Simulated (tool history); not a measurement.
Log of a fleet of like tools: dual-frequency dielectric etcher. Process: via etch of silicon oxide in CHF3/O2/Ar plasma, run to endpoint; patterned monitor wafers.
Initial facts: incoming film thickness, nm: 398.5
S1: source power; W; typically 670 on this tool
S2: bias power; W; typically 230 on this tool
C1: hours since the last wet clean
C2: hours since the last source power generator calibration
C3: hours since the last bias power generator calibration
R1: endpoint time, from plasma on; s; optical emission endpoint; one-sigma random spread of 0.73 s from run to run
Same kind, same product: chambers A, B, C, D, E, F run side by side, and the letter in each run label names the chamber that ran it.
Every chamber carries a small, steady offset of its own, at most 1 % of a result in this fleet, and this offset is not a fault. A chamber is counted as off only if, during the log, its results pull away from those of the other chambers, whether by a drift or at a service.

run	day	S1	S2	C1	C2	C3	R1
1F	0.321	670	230	115.3	1784.5	803.1	180.99
2D	0.700	670	230	50.1	363.2	2043.7	177.21
3C	1.142	670	230	425.8	3777.1	3822.4	177.79
# day 1.504: chamber B: wet clean of the chamber
4B	1.588	670	230	2.1	1823.3	2624.9	179.39
5A	2.021	670	230	478.9	449.5	499.6	179.04
6E	2.279	770	174	137.5	1220.4	274.8	183.35
# day 2.583: chamber C: wet clean of the chamber
7C	2.592	770	174	0.2	3811.9	3857.2	184.86
# day 2.929: chamber A: wet clean of the chamber
8B	2.996	770	174	35.9	1857.1	2658.7	187.29
9E	3.417	770	174	164.8	1247.7	302.1	185.05
10A	3.679	770	174	18.0	489.3	539.4	186.81
11F	4.038	770	174	204.5	1873.7	892.3	186.32
12D	4.338	670	230	137.4	450.5	2131.0	178.47
13C	4.788	670	230	52.9	3864.6	3909.9	177.74
# day 4.983: chamber C: source power generator calibrated
# day 5.046: chamber C: bias power generator calibrated
14A	5.192	670	230	54.3	525.6	575.7	179.38
15D	5.458	670	230	164.3	477.4	2157.9	177.54
16E	5.917	670	230	224.8	1307.7	362.1	176.95
17F	6.388	670	230	260.9	1930.1	948.7	179.61
18B	6.700	670	230	124.8	1946.0	2747.6	178.54
19B	6.950	670	230	130.8	1952.0	2753.6	177.61
20E	7.417	670	230	260.8	1343.7	398.1	176.19
21F	7.729	670	230	293.1	1962.3	980.9	180.95
22C	8.200	670	230	134.8	77.3	75.7	178.68
23A	8.625	670	230	136.7	608.0	658.1	179.28
24D	8.933	670	230	247.7	560.8	2241.3	176.26
25F	9.146	670	230	327.1	1996.3	1014.9	182.57
26A	9.488	670	230	157.4	628.7	678.8	178.38
27E	9.896	670	230	320.3	1403.2	457.6	177.39
28B	10.338	550	249	212.1	2033.3	2834.9	188.97
29C	10.571	550	249	191.7	134.2	132.6	185.69
30D	10.871	550	249	294.2	607.3	2287.8	185.04
31E	11.238	550	249	352.5	1435.4	489.8	186.45
32D	11.712	550	249	314.4	627.5	2308.0	185.40
33C	11.950	550	249	224.8	167.3	165.7	187.60
34B	12.283	670	230	258.8	2080.0	2881.6	178.87
35A	12.738	670	230	235.4	706.7	756.8	180.07
36F	13.096	530	273	421.9	2091.1	1109.7	187.88
37E	13.488	530	273	406.5	1489.4	543.8	182.02
38B	13.946	530	273	298.7	2119.9	2921.5	183.26
39A	14.200	530	273	270.5	741.8	791.9	185.59
40F	14.421	530	273	453.7	2122.9	1141.5	189.34

One chamber off, gauge drift, or nothing amiss beyond the chambers' own small offsets? If it is a chamber, which one, and what is the likeliest cause?

It is chamber F that slowly wanders off from its peers.
Likeliest cause: etch rate under this chamber's usual, % = 2.53.

Below are 4 candidate recipes for chamber F's next run, each the usual settings with a change, their results shown as question marks. Which of them brings F's results back in line with what the other chambers give on the usual settings?
A result is in line if it is within this distance of the other chambers' mean on the usual settings: R1 2.60 s
41F-1	14.767	640	220				?
41F-2	14.767	680	232				?
41F-3	14.767	660	228				?
41F-4	14.767	730	230				?

Mean of the other chambers on the usual settings: R1 178.18 s
run	R1
41F-1	190.19
41F-2	182.57
41F-3	185.72
41F-4	178.33
41F-4 is the one that brings the chamber's results back in line with the other chambers.
